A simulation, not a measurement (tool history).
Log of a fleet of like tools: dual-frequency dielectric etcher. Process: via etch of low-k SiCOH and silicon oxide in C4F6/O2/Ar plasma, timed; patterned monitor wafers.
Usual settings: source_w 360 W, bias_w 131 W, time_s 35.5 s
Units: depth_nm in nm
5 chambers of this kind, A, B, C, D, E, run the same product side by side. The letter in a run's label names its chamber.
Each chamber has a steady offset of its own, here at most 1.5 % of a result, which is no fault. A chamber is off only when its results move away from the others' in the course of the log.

run	hour	source_w	bias_w	time_s	hours since the last wet clean	hours since the last source power generator calibration	hours since the last bias power generator calibration	read-back reference wafer on the same gauge, depth_nm	depth_nm
1A	7.7	360	131	35.5	70.5	554.5	543.6	65.168	73.078
2B	18.2	360	131	35.5	352.4	112.6	691.1	65.257	72.686
# hour 23.0: chamber B: wet clean of the chamber
3C	25.6	360	131	35.5	308.0	1109.8	880.8	65.195	71.954
# hour 29.9: chamber E: wet clean of the chamber
4D	31.9	360	131	35.5	456.2	1113.5	1693.4	65.267	73.191
5E	39.6	360	131	35.5	9.8	1978.7	3302.6	65.279	73.409
6A	45.9	360	131	35.5	108.7	592.7	581.8	65.228	73.761
7C	58.1	360	131	35.5	340.5	1142.3	913.3	65.167	72.228
8D	67.2	360	131	35.5	491.5	1148.8	1728.7	65.265	72.791
9E	77.0	360	131	35.5	47.2	2016.1	3340.0	65.117	73.489
10B	85.8	430	131	42.0	62.8	180.2	758.7	65.235	92.380
11A	94.4	430	131	42.0	157.2	641.2	630.3	65.292	92.488
12C	106.4	430	131	42.0	388.8	1190.6	961.6	65.240	91.341
13E	111.9	430	131	42.0	82.1	2051.0	3374.9	65.274	93.253
14D	118.4	430	131	42.0	542.7	1200.0	1779.9	65.192	93.109
15B	128.1	320	131	35.5	105.1	222.5	801.0	65.156	69.675
16A	138.3	320	131	35.5	201.1	685.1	674.2	65.196	69.765
17E	146.1	320	131	35.5	116.3	2085.2	3409.1	65.145	69.047
18C	154.5	320	131	35.5	436.9	1238.7	1009.7	65.189	69.345
19D	162.8	320	131	35.5	587.1	1244.4	1824.3	65.243	70.653
20B	171.9	400	147	35.5	148.9	266.3	844.8	65.210	78.335
21C	179.1	400	147	35.5	461.5	1263.3	1034.3	65.279	77.725
22B	191.2	400	147	35.5	168.2	285.6	864.1	65.117	78.518
23D	198.2	400	147	35.5	622.5	1279.8	1859.7	65.116	79.703
24A	209.8	400	147	35.5	272.6	756.6	745.7	65.288	79.125
25E	221.9	360	131	35.5	192.1	2161.0	3484.9	65.206	73.674
26C	229.0	360	131	35.5	511.4	1313.2	1084.2	65.203	72.204
# hour 236.0: chamber C: wet clean of the chamber
27B	240.0	360	131	35.5	217.0	334.4	912.9	65.187	72.925
28A	249.3	360	131	35.5	312.1	796.1	785.2	65.164	72.861
29E	254.9	360	131	35.5	225.1	2194.0	3517.9	65.264	73.804
30D	261.2	360	131	35.5	685.5	1342.8	1922.7	65.179	74.503
31C	270.4	360	131	35.5	34.4	1354.6	1125.6	65.172	71.932
32E	280.0	360	131	35.5	250.2	2219.1	3543.0	65.135	73.229
33D	286.1	360	131	35.5	710.4	1367.7	1947.6	65.180	74.616
# hour 287.8: chamber A: wet clean of the chamber
34B	293.7	360	149	31.5	270.7	388.1	966.6	65.132	67.472
35A	303.8	360	149	31.5	16.1	850.6	839.7	65.218	67.688
36E	310.0	360	149	31.5	280.2	2249.1	3573.0	65.205	67.213
37D	322.7	360	149	31.5	747.0	1404.3	1984.2	65.226	69.656
38C	332.9	360	149	31.5	96.9	1417.1	1188.1	65.140	66.692
39A	341.0	360	131	35.5	53.3	887.8	876.9	65.198	73.039
40B	346.6	360	131	35.5	323.6	441.0	1019.5	65.142	72.607
41E	355.6	360	131	35.5	325.8	2294.7	3618.6	65.284	72.858

All 5 chambers run these settings next. Forecast each chamber's results:
42A	364.8	360	131	26.5					?
42B	364.8	360	131	26.5					?
42C	364.8	360	131	26.5					?
42D	364.8	360	131	26.5					?
42E	364.8	360	131	26.5					?

run	depth_nm
42A	54.347
42B	54.018
42C	53.911
42D	56.460
42E	54.615
